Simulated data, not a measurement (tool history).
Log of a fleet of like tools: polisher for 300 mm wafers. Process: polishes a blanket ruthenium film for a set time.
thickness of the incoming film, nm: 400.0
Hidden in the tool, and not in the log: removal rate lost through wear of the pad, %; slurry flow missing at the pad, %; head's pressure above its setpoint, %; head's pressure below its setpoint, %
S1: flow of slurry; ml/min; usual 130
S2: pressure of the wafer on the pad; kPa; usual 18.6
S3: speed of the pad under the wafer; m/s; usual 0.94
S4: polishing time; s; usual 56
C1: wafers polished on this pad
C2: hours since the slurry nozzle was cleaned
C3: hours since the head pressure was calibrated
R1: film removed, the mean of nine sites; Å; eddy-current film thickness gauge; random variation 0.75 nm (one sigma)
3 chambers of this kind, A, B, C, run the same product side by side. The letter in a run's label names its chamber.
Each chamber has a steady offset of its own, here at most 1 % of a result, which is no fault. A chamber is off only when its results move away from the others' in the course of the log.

{"run": "1A", "hour": 6.0, "S1": 130, "S2": 18.6, "S3": 0.94, "S4": 56, "C1": 570, "C2": 376.9, "C3": 337.5, "R1": 847.83}
{"run": "2B", "hour": 17.3, "S1": 130, "S2": 18.6, "S3": 0.94, "S4": 56, "C1": 496, "C2": 559.7, "C3": 223.2, "R1": 831.07}
{"hour": 21.1, "done": "chamber B: worn pad replaced by a new one"}
{"run": "3C", "hour": 28.5, "S1": 130, "S2": 18.6, "S3": 0.94, "S4": 56, "C1": 930, "C2": 378.2, "C3": 495.5, "R1": 844.72}
{"run": "4A", "hour": 34.9, "S1": 130, "S2": 18.6, "S3": 0.94, "S4": 56, "C1": 927, "C2": 405.8, "C3": 366.4, "R1": 857.36}
{"hour": 37.9, "done": "chamber A: worn pad replaced by a new one"}
{"run": "5C", "hour": 43.9, "S1": 130, "S2": 18.6, "S3": 0.94, "S4": 56, "C1": 1120, "C2": 393.6, "C3": 510.9, "R1": 844.98}
{"run": "6B", "hour": 51.8, "S1": 130, "S2": 18.6, "S3": 1.2, "S4": 56, "C1": 379, "C2": 594.2, "C3": 257.7, "R1": 1070.7}
{"hour": 56.0, "done": "chamber C: worn pad replaced by a new one"}
{"run": "7B", "hour": 60.1, "S1": 130, "S2": 18.6, "S3": 1.2, "S4": 56, "C1": 482, "C2": 602.5, "C3": 266, "R1": 1065.9}
{"run": "8A", "hour": 66.3, "S1": 130, "S2": 18.6, "S3": 1.2, "S4": 56, "C1": 351, "C2": 437.2, "C3": 397.8, "R1": 1075.8}
{"hour": 75.0, "done": "chamber B: worn pad replaced by a new one"}
{"run": "9C", "hour": 75.7, "S1": 130, "S2": 14.5, "S3": 0.94, "S4": 64, "C1": 244, "C2": 425.4, "C3": 542.7, "R1": 743.42}
{"run": "10B", "hour": 81.2, "S1": 130, "S2": 14.5, "S3": 0.94, "S4": 64, "C1": 77, "C2": 623.6, "C3": 287.1, "R1": 741.57}
{"run": "11C", "hour": 90.8, "S1": 130, "S2": 14.5, "S3": 0.94, "S4": 64, "C1": 430, "C2": 440.5, "C3": 557.8, "R1": 747.23}
{"run": "12A", "hour": 100.7, "S1": 130, "S2": 18.6, "S3": 0.94, "S4": 56, "C1": 776, "C2": 471.6, "C3": 432.2, "R1": 863.68}
{"hour": 106.1, "done": "chamber B: slurry nozzle cleaned"}
{"run": "13A", "hour": 110.1, "S1": 130, "S2": 18.6, "S3": 0.94, "S4": 56, "C1": 892, "C2": 481, "C3": 441.6, "R1": 876.1}
{"hour": 110.9, "done": "chamber A: worn pad replaced by a new one"}
{"hour": 117.3, "done": "chamber B: worn pad replaced by a new one"}
{"run": "14C", "hour": 118.9, "S1": 130, "S2": 18.6, "S3": 0.94, "S4": 56, "C1": 778, "C2": 468.6, "C3": 585.9, "R1": 839.91}
{"run": "15B", "hour": 126.2, "S1": 130, "S2": 18.6, "S3": 0.94, "S4": 56, "C1": 111, "C2": 20.1, "C3": 332.1, "R1": 848.77}
{"run": "16A", "hour": 137.4, "S1": 130, "S2": 18.6, "S3": 0.94, "S4": 56, "C1": 328, "C2": 508.3, "C3": 468.9, "R1": 898.72}
{"run": "17C", "hour": 142.5, "S1": 130, "S2": 18.6, "S3": 0.94, "S4": 56, "C1": 1069, "C2": 492.2, "C3": 609.5, "R1": 830.46}
{"run": "18B", "hour": 150.8, "S1": 130, "S2": 18.6, "S3": 0.94, "S4": 56, "C1": 414, "C2": 44.7, "C3": 356.7, "R1": 848.07}
{"run": "19C", "hour": 155.9, "S1": 165, "S2": 18.6, "S3": 0.68, "S4": 56, "C1": 1235, "C2": 505.6, "C3": 622.9, "R1": 640.05}
{"hour": 162.0, "done": "chamber B: worn pad replaced by a new one"}
{"run": "20A", "hour": 167.1, "S1": 165, "S2": 18.6, "S3": 0.68, "S4": 56, "C1": 695, "C2": 538, "C3": 498.6, "R1": 706.33}
{"run": "21B", "hour": 172.8, "S1": 165, "S2": 18.6, "S3": 0.68, "S4": 56, "C1": 134, "C2": 66.7, "C3": 378.7, "R1": 627}
{"hour": 174.6, "done": "chamber C: worn pad replaced by a new one"}
{"run": "22B", "hour": 179.8, "S1": 130, "S2": 18.6, "S3": 0.94, "S4": 56, "C1": 220, "C2": 73.7, "C3": 385.7, "R1": 826.67}
{"run": "23A", "hour": 186.5, "S1": 130, "S2": 18.6, "S3": 0.94, "S4": 56, "C1": 934, "C2": 557.4, "C3": 518, "R1": 946.67}
{"run": "24C", "hour": 195.0, "S1": 110, "S2": 18.6, "S3": 0.94, "S4": 56, "C1": 252, "C2": 544.7, "C3": 662, "R1": 814.83}

Next, every chamber runs the same settings. What will each give?
{"run": "25A", "hour": 203.4, "S1": 130, "S2": 18.6, "S3": 0.94, "S4": 56, "R1": "?"}
{"run": "25B", "hour": 203.4, "S1": 130, "S2": 18.6, "S3": 0.94, "S4": 56, "R1": "?"}
{"run": "25C", "hour": 203.4, "S1": 130, "S2": 18.6, "S3": 0.94, "S4": 56, "R1": "?"}

run=25A R1=941.4
run=25B R1=840.34
run=25C R1=846.91
